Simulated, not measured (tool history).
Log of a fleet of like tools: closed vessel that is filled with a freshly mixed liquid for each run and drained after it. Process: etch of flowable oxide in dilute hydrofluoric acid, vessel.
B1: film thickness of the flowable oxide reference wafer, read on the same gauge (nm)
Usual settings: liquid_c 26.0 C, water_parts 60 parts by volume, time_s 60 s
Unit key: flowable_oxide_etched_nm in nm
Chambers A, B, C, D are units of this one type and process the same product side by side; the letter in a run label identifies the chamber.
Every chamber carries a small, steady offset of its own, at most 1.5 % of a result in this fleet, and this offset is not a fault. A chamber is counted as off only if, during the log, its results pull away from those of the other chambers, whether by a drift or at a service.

{"run": "1B", "hour": 9.4, "liquid_c": 26.0, "water_parts": 60, "time_s": 60, "B1": 109.98, "flowable_oxide_etched_nm": 35.372}
{"run": "2A", "hour": 17.3, "liquid_c": 26.0, "water_parts": 60, "time_s": 60, "B1": 110.01, "flowable_oxide_etched_nm": 34.857}
{"run": "3D", "hour": 23.8, "liquid_c": 26.0, "water_parts": 60, "time_s": 60, "B1": 109.99, "flowable_oxide_etched_nm": 35.045}
{"run": "4C", "hour": 28.3, "liquid_c": 26.0, "water_parts": 60, "time_s": 60, "B1": 109.99, "flowable_oxide_etched_nm": 34.608}
{"run": "5D", "hour": 37.6, "liquid_c": 26.0, "water_parts": 60, "time_s": 90, "B1": 110.02, "flowable_oxide_etched_nm": 52.544}
{"run": "6A", "hour": 45.2, "liquid_c": 26.0, "water_parts": 60, "time_s": 90, "B1": 110.0, "flowable_oxide_etched_nm": 52.867}
{"run": "7C", "hour": 50.1, "liquid_c": 26.0, "water_parts": 60, "time_s": 90, "B1": 109.99, "flowable_oxide_etched_nm": 51.903}
{"hour": 51.4, "done": "chamber A: thermometer replaced"}
{"run": "8B", "hour": 60.0, "liquid_c": 26.0, "water_parts": 60, "time_s": 90, "B1": 110.0, "flowable_oxide_etched_nm": 52.822}
{"run": "9A", "hour": 66.6, "liquid_c": 26.0, "water_parts": 85, "time_s": 85, "B1": 110.02, "flowable_oxide_etched_nm": 33.23}
{"run": "10D", "hour": 75.8, "liquid_c": 26.0, "water_parts": 85, "time_s": 85, "B1": 109.99, "flowable_oxide_etched_nm": 33.607}
{"run": "11C", "hour": 80.7, "liquid_c": 26.0, "water_parts": 85, "time_s": 85, "B1": 109.97, "flowable_oxide_etched_nm": 33.282}
{"run": "12B", "hour": 88.3, "liquid_c": 26.0, "water_parts": 85, "time_s": 85, "B1": 109.98, "flowable_oxide_etched_nm": 33.928}
{"run": "13D", "hour": 95.3, "liquid_c": 26.0, "water_parts": 60, "time_s": 30, "B1": 110.0, "flowable_oxide_etched_nm": 17.388}
{"run": "14B", "hour": 104.3, "liquid_c": 26.0, "water_parts": 60, "time_s": 30, "B1": 110.01, "flowable_oxide_etched_nm": 17.694}
{"run": "15C", "hour": 112.9, "liquid_c": 26.0, "water_parts": 60, "time_s": 30, "B1": 110.0, "flowable_oxide_etched_nm": 17.23}
{"run": "16A", "hour": 117.5, "liquid_c": 26.0, "water_parts": 60, "time_s": 30, "B1": 110.02, "flowable_oxide_etched_nm": 17.405}
{"run": "17C", "hour": 123.0, "liquid_c": 26.0, "water_parts": 60, "time_s": 60, "B1": 109.98, "flowable_oxide_etched_nm": 34.422}
{"run": "18B", "hour": 130.3, "liquid_c": 26.0, "water_parts": 60, "time_s": 60, "B1": 109.99, "flowable_oxide_etched_nm": 35.732}
{"run": "19D", "hour": 140.0, "liquid_c": 23.5, "water_parts": 60, "time_s": 90, "B1": 110.0, "flowable_oxide_etched_nm": 47.211}
{"run": "20A", "hour": 146.1, "liquid_c": 23.5, "water_parts": 60, "time_s": 90, "B1": 110.0, "flowable_oxide_etched_nm": 47.159}
{"run": "21B", "hour": 152.9, "liquid_c": 23.5, "water_parts": 60, "time_s": 90, "B1": 110.01, "flowable_oxide_etched_nm": 48.549}
{"run": "22A", "hour": 157.7, "liquid_c": 23.5, "water_parts": 60, "time_s": 90, "B1": 109.97, "flowable_oxide_etched_nm": 46.749}
{"run": "23D", "hour": 166.0, "liquid_c": 26.0, "water_parts": 60, "time_s": 60, "B1": 109.97, "flowable_oxide_etched_nm": 35.131}
{"run": "24C", "hour": 172.6, "liquid_c": 26.0, "water_parts": 60, "time_s": 60, "B1": 110.01, "flowable_oxide_etched_nm": 34.874}
{"run": "25B", "hour": 181.4, "liquid_c": 26.0, "water_parts": 60, "time_s": 60, "B1": 109.99, "flowable_oxide_etched_nm": 35.962}
{"run": "26D", "hour": 187.3, "liquid_c": 26.0, "water_parts": 60, "time_s": 60, "B1": 110.0, "flowable_oxide_etched_nm": 34.824}
{"run": "27C", "hour": 194.1, "liquid_c": 26.0, "water_parts": 60, "time_s": 60, "B1": 110.0, "flowable_oxide_etched_nm": 34.552}
{"run": "28A", "hour": 201.9, "liquid_c": 26.0, "water_parts": 60, "time_s": 60, "B1": 110.0, "flowable_oxide_etched_nm": 35.093}
{"run": "29C", "hour": 210.3, "liquid_c": 26.0, "water_parts": 60, "time_s": 60, "B1": 109.99, "flowable_oxide_etched_nm": 34.776}
{"run": "30B", "hour": 215.6, "liquid_c": 26.0, "water_parts": 60, "time_s": 60, "B1": 109.99, "flowable_oxide_etched_nm": 36.37}
{"run": "31A", "hour": 224.4, "liquid_c": 26.0, "water_parts": 60, "time_s": 60, "B1": 109.99, "flowable_oxide_etched_nm": 34.485}
{"run": "32D", "hour": 233.4, "liquid_c": 26.0, "water_parts": 60, "time_s": 60, "B1": 110.01, "flowable_oxide_etched_nm": 34.729}
{"run": "33C", "hour": 243.2, "liquid_c": 26.0, "water_parts": 60, "time_s": 60, "B1": 110.0, "flowable_oxide_etched_nm": 34.281}
{"run": "34B", "hour": 248.7, "liquid_c": 26.0, "water_parts": 60, "time_s": 60, "B1": 109.99, "flowable_oxide_etched_nm": 36.31}
{"run": "35A", "hour": 254.6, "liquid_c": 26.0, "water_parts": 60, "time_s": 60, "B1": 109.98, "flowable_oxide_etched_nm": 34.835}
{"run": "36D", "hour": 264.2, "liquid_c": 26.0, "water_parts": 60, "time_s": 60, "B1": 110.02, "flowable_oxide_etched_nm": 34.89}
{"run": "37B", "hour": 269.3, "liquid_c": 26.0, "water_parts": 60, "time_s": 60, "B1": 109.99, "flowable_oxide_etched_nm": 36.703}
{"run": "38A", "hour": 274.3, "liquid_c": 26.0, "water_parts": 60, "time_s": 60, "B1": 110.03, "flowable_oxide_etched_nm": 34.844}
{"run": "39C", "hour": 281.9, "liquid_c": 26.0, "water_parts": 60, "time_s": 60, "B1": 110.03, "flowable_oxide_etched_nm": 34.428}
{"run": "40D", "hour": 290.0, "liquid_c": 26.0, "water_parts": 60, "time_s": 60, "B1": 110.02, "flowable_oxide_etched_nm": 34.803}
{"run": "41C", "hour": 298.9, "liquid_c": 26.0, "water_parts": 60, "time_s": 85, "B1": 109.98, "flowable_oxide_etched_nm": 48.904}
{"run": "42B", "hour": 308.0, "liquid_c": 26.0, "water_parts": 60, "time_s": 85, "B1": 110.01, "flowable_oxide_etched_nm": 51.967}
{"run": "43D", "hour": 317.3, "liquid_c": 26.0, "water_parts": 60, "time_s": 85, "B1": 110.03, "flowable_oxide_etched_nm": 49.47}

Does one chamber stand apart from the rest, does the shared gauge drift, or is all well apart from small per-chamber offsets? Give the chamber and the most likely cause, where there is one.

It is chamber B that slowly wanders off from its peers.
What lies behind it: hydrofluoric acid flow above the setpoint (%) = 4.92.
With only this log, it may be confused with: liquid hotter than its thermometer reads (K).

Which of the 4 candidates below, each the usual settings with something changed and its results left as question marks, puts chamber B back in line with what the other chambers give on the usual settings?
In-line tolerance around the mean of the other chambers on the usual settings: flowable_oxide_etched_nm 0.660 nm
{"run": "44B-1", "hour": 324.5, "liquid_c": 25.5, "water_parts": 60, "time_s": 55, "flowable_oxide_etched_nm": "?"}
{"run": "44B-2", "hour": 324.5, "liquid_c": 27.5, "water_parts": 60, "time_s": 60, "flowable_oxide_etched_nm": "?"}
{"run": "44B-3", "hour": 324.5, "liquid_c": 26.5, "water_parts": 55, "time_s": 60, "flowable_oxide_etched_nm": "?"}
{"run": "44B-4", "hour": 324.5, "liquid_c": 24.5, "water_parts": 60, "time_s": 60, "flowable_oxide_etched_nm": "?"}

Other chambers, usual settings, mean: flowable_oxide_etched_nm 34.673 nm
run=44B-1 flowable_oxide_etched_nm=33.137
run=44B-2 flowable_oxide_etched_nm=39.166
run=44B-3 flowable_oxide_etched_nm=41.393
run=44B-4 flowable_oxide_etched_nm=34.712
44B-4 is the one that brings the chamber's results back in line with the other chambers.
